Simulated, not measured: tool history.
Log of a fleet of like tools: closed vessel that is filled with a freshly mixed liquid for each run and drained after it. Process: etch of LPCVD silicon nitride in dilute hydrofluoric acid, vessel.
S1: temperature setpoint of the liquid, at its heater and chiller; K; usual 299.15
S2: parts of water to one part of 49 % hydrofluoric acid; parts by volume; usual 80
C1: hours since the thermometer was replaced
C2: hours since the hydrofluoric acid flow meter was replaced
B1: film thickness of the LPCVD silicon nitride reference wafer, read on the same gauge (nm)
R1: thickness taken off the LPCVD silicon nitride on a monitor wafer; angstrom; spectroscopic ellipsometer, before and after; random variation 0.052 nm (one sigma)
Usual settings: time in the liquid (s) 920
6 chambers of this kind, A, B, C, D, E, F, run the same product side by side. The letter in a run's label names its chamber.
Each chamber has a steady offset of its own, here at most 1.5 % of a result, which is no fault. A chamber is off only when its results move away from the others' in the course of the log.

run 1F hour=4.7 | S1=299.15 S2=80 time_in_the_liquid_(s)=920 | C1=608.1 C2=602.2 | B1=50.001 | R1=53.84
run 2E hour=10.9 | S1=299.15 S2=80 time_in_the_liquid_(s)=920 | C1=1705.6 C2=181.4 | B1=50.003 | R1=53.728
-- hour=13.2 chamber A: hydrofluoric acid flow meter replaced
run 3C hour=15.3 | S1=299.15 S2=80 time_in_the_liquid_(s)=920 | C1=723.8 C2=208.9 | B1=49.996 | R1=54.744
run 4B hour=21.5 | S1=299.15 S2=80 time_in_the_liquid_(s)=920 | C1=430.2 C2=348.7 | B1=49.983 | R1=54.912
run 5D hour=26.6 | S1=299.15 S2=80 time_in_the_liquid_(s)=920 | C1=317.2 C2=543.9 | B1=50.002 | R1=53.763
run 6A hour=31.8 | S1=299.15 S2=80 time_in_the_liquid_(s)=920 | C1=792.7 C2=18.6 | B1=50.004 | R1=53.48
run 7A hour=37 | S1=299.15 S2=80 time_in_the_liquid_(s)=920 | C1=797.9 C2=23.8 | B1=50.004 | R1=53.874
run 8C hour=40.3 | S1=299.15 S2=80 time_in_the_liquid_(s)=920 | C1=748.8 C2=233.9 | B1=50.01 | R1=54.79
run 9E hour=47 | S1=299.15 S2=80 time_in_the_liquid_(s)=920 | C1=1741.7 C2=217.5 | B1=50.013 | R1=53.962
run 10F hour=52.7 | S1=299.15 S2=80 time_in_the_liquid_(s)=920 | C1=656.1 C2=650.2 | B1=49.987 | R1=54.87
run 11B hour=59.6 | S1=299.15 S2=80 time_in_the_liquid_(s)=920 | C1=468.3 C2=386.8 | B1=49.992 | R1=54.564
run 12D hour=63.7 | S1=299.15 S2=80 time_in_the_liquid_(s)=920 | C1=354.3 C2=581 | B1=49.976 | R1=54.36
run 13D hour=70.5 | S1=299.15 S2=80 time_in_the_liquid_(s)=920 | C1=361.1 C2=587.8 | B1=50 | R1=53.899
run 14B hour=76.5 | S1=303.15 S2=80 time_in_the_liquid_(s)=720 | C1=485.2 C2=403.7 | B1=49.997 | R1=55.041
run 15E hour=79.8 | S1=303.15 S2=80 time_in_the_liquid_(s)=720 | C1=1774.5 C2=250.3 | B1=50.003 | R1=55.102
run 16F hour=83.4 | S1=303.15 S2=80 time_in_the_liquid_(s)=720 | C1=686.8 C2=680.9 | B1=49.999 | R1=56.134
run 17C hour=88.4 | S1=303.15 S2=80 time_in_the_liquid_(s)=720 | C1=796.9 C2=282 | B1=50.007 | R1=56.352
-- hour=91.6 chamber A: thermometer replaced
-- hour=92.9 chamber E: thermometer replaced
run 18A hour=94.1 | S1=303.15 S2=80 time_in_the_liquid_(s)=720 | C1=2.6 C2=80.9 | B1=49.995 | R1=53.769
run 19F hour=100.7 | S1=303.15 S2=80 time_in_the_liquid_(s)=720 | C1=704.1 C2=698.2 | B1=49.997 | R1=54.755
run 20B hour=105.2 | S1=299.15 S2=80 time_in_the_liquid_(s)=920 | C1=513.9 C2=432.4 | B1=50.007 | R1=53.802
run 21E hour=108.6 | S1=299.15 S2=80 time_in_the_liquid_(s)=920 | C1=15.7 C2=279.1 | B1=49.984 | R1=54.003
run 22D hour=113 | S1=299.15 S2=80 time_in_the_liquid_(s)=920 | C1=403.6 C2=630.3 | B1=49.976 | R1=53.51
run 23A hour=119.5 | S1=299.15 S2=80 time_in_the_liquid_(s)=920 | C1=28 C2=106.3 | B1=49.99 | R1=54.816
run 24C hour=122.7 | S1=299.15 S2=80 time_in_the_liquid_(s)=920 | C1=831.2 C2=316.3 | B1=50.004 | R1=53.087
run 25D hour=127.7 | S1=299.15 S2=80 time_in_the_liquid_(s)=920 | C1=418.3 C2=645 | B1=49.992 | R1=53.205
run 26E hour=131.3 | S1=299.15 S2=80 time_in_the_liquid_(s)=920 | C1=38.4 C2=301.8 | B1=49.999 | R1=53.486
run 27A hour=134.9 | S1=299.15 S2=80 time_in_the_liquid_(s)=920 | C1=43.4 C2=121.7 | B1=49.994 | R1=53.8
run 28B hour=140.9 | S1=299.15 S2=80 time_in_the_liquid_(s)=920 | C1=549.6 C2=468.1 | B1=49.977 | R1=55.057
run 29C hour=147 | S1=299.15 S2=80 time_in_the_liquid_(s)=920 | C1=855.5 C2=340.6 | B1=50.001 | R1=52.066
run 30F hour=151.3 | S1=299.15 S2=80 time_in_the_liquid_(s)=920 | C1=754.7 C2=748.8 | B1=50.004 | R1=54.257
run 31C hour=157.9 | S1=299.15 S2=80 time_in_the_liquid_(s)=920 | C1=866.4 C2=351.5 | B1=50.008 | R1=51.033
run 32B hour=164.7 | S1=299.15 S2=80 time_in_the_liquid_(s)=920 | C1=573.4 C2=491.9 | B1=50.013 | R1=53.889
run 33A hour=169.5 | S1=299.15 S2=80 time_in_the_liquid_(s)=920 | C1=78 C2=156.3 | B1=49.988 | R1=55.42
run 34F hour=174.1 | S1=299.15 S2=80 time_in_the_liquid_(s)=920 | C1=777.5 C2=771.6 | B1=49.995 | R1=55.245
run 35E hour=179.1 | S1=299.15 S2=80 time_in_the_liquid_(s)=920 | C1=86.2 C2=349.6 | B1=50.025 | R1=54.038
run 36D hour=184.9 | S1=299.15 S2=80 time_in_the_liquid_(s)=920 | C1=475.5 C2=702.2 | B1=50.001 | R1=53.698
run 37C hour=191 | S1=299.15 S2=80 time_in_the_liquid_(s)=585 | C1=899.5 C2=384.6 | B1=49.997 | R1=31.307
run 38B hour=197 | S1=299.15 S2=80 time_in_the_liquid_(s)=585 | C1=605.7 C2=524.2 | B1=50.005 | R1=35.205
run 39D hour=202.7 | S1=299.15 S2=80 time_in_the_liquid_(s)=585 | C1=493.3 C2=720 | B1=49.996 | R1=34.816
run 40E hour=206.3 | S1=299.15 S2=80 time_in_the_liquid_(s)=585 | C1=113.4 C2=376.8 | B1=49.979 | R1=34.461
run 41F hour=209.4 | S1=299.15 S2=80 time_in_the_liquid_(s)=585 | C1=812.8 C2=806.9 | B1=49.971 | R1=34.858
run 42A hour=213.6 | S1=299.15 S2=80 time_in_the_liquid_(s)=585 | C1=122.1 C2=200.4 | B1=49.993 | R1=34.052
run 43F hour=218.6 | S1=299.15 S2=80 time_in_the_liquid_(s)=920 | C1=822 C2=816.1 | B1=50.032 | R1=54.785
run 44C hour=224.9 | S1=299.15 S2=80 time_in_the_liquid_(s)=920 | C1=933.4 C2=418.5 | B1=49.993 | R1=47.728

Is one chamber off against the others, does the gauge drift, or is nothing wrong? If a chamber is off, say which, and what the likeliest cause is.

Chamber C drifts away from the others.
Cause: liquid colder than its thermometer reads (K) = 1.97.
The log may not tell that from: hydrofluoric acid flow below the setpoint (%).

Here are 4 candidates for chamber C's next run, each the usual settings with a change, their results left as question marks. Which one brings its results back in line with what the others give on the usual settings?
In line means no further than this from the other chambers' mean on the usual settings: R1 1.8 angstrom
run 45C-1 hour=230 | S1=299.15 S2=75 time_in_the_liquid_(s)=990 | R1=?
run 45C-2 hour=230 | S1=299.65 S2=75 time_in_the_liquid_(s)=1010 | R1=?
run 45C-3 hour=230 | S1=298.65 S2=85 time_in_the_liquid_(s)=830 | R1=?
run 45C-4 hour=230 | S1=298.65 S2=80 time_in_the_liquid_(s)=830 | R1=?

The other chambers' mean on the usual settings: R1 54.324 angstrom
run=45C-1 R1=54.476
run=45C-2 R1=57.494
run=45C-3 R1=39.076
run=45C-4 R1=41.455
45C-1 brings the chamber back in line.
